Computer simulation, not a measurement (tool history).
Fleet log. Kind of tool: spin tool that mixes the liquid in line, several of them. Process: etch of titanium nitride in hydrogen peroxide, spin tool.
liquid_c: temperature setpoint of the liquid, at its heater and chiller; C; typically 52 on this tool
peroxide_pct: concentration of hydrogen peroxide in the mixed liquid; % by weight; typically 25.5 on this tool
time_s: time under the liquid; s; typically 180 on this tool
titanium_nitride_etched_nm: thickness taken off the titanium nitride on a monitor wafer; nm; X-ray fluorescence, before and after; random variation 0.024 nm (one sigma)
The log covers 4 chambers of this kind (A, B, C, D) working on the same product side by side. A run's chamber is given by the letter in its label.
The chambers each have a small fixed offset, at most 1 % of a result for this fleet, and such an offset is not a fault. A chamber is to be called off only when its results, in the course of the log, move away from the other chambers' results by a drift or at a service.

run	day	liquid_c	peroxide_pct	time_s	hours since the thermometer was replaced	hours since the peroxide flow meter was replaced	hours since the heated supply line was repaired	hours since the drum of peroxide was connected	read-back film thickness of the titanium nitride reference wafer, read on the same gauge (nm)	titanium_nitride_etched_nm
1A	0.467	52	25.5	180	225.7	1496.6	3321.3	552.9	119.99	8.0056
2C	0.754	52	25.5	180	103.6	86	1682.2	281.1	119.98	7.9293
3D	1.217	52	25.5	180	649.4	358.1	404.3	425.6	119.96	7.9081
4B	1.692	52	25.5	180	732.1	227.6	704.7	458	119.95	7.9571
5D	1.983	52	25.5	180	667.8	376.5	422.7	444	120.04	7.9022
6A	2.346	52	25.5	180	270.8	1541.7	3366.4	598	119.98	8.0368
7C	2.858	52	25.5	180	154.1	136.5	1732.7	331.6	119.97	7.9143
8B	3.317	52	25.5	180	771.1	266.6	743.7	497	120.04	7.9571
9A	3.575	52	19	115	300.3	1571.2	3395.9	627.5	120	4.8142
# day 3.683: chamber C: new drum of peroxide connected
10C	3.933	52	19	115	179.9	162.3	1758.5	6	120.02	4.7534
11B	4.308	52	19	115	794.9	290.4	767.5	520.8	119.97	4.7438
12D	4.829	52	19	115	736.1	444.8	491	512.3	120.02	4.714
# day 5.208: chamber A: peroxide flow meter replaced
13A	5.254	52	25.5	180	340.6	1.1	3436.2	667.8	120.01	8.0772
# day 5.379: chamber D: thermometer replaced
14C	5.762	52	25.5	180	223.8	206.2	1802.4	49.9	119.94	7.9429
15D	6.342	52	25.5	180	23.2	481.1	527.3	548.6	120.01	7.8456
16B	6.633	52	25.5	180	850.7	346.2	823.3	576.6	119.97	7.8921
17A	7.05	52	25.5	180	383.7	44.2	3479.3	710.9	120.02	8.0432
18C	7.533	52	25.5	180	266.3	248.7	1844.9	92.4	120	7.9233
19D	7.871	52	25.5	180	59.9	517.8	564	585.3	119.98	7.7926
20B	8.333	52	25.5	180	891.5	387	864.1	617.4	119.98	7.9511
21A	8.842	52	25.5	180	426.7	87.2	3522.3	753.9	120.02	8.0118
22C	9.15	52	25.5	180	305.1	287.5	1883.7	131.2	119.99	7.9374
23D	9.417	52	25.5	180	97	554.9	601.1	622.4	119.98	7.7997
24B	9.892	60	25.5	180	928.9	424.4	901.5	654.8	120.01	13.759
25B	10.338	60	25.5	180	939.6	435.1	912.2	665.5	120.02	13.949
26A	10.908	60	25.5	180	476.3	136.8	3571.9	803.5	120.02	14.015

For the next run the whole fleet of 4 chambers uses the same settings. Give each chamber's results:
27A	11.329	52	28.5	180						?
27B	11.329	52	28.5	180						?
27C	11.329	52	28.5	180						?
27D	11.329	52	28.5	180						?

run	titanium_nitride_etched_nm
27A	8.2402
27B	8.149
27C	8.1196
27D	7.9459

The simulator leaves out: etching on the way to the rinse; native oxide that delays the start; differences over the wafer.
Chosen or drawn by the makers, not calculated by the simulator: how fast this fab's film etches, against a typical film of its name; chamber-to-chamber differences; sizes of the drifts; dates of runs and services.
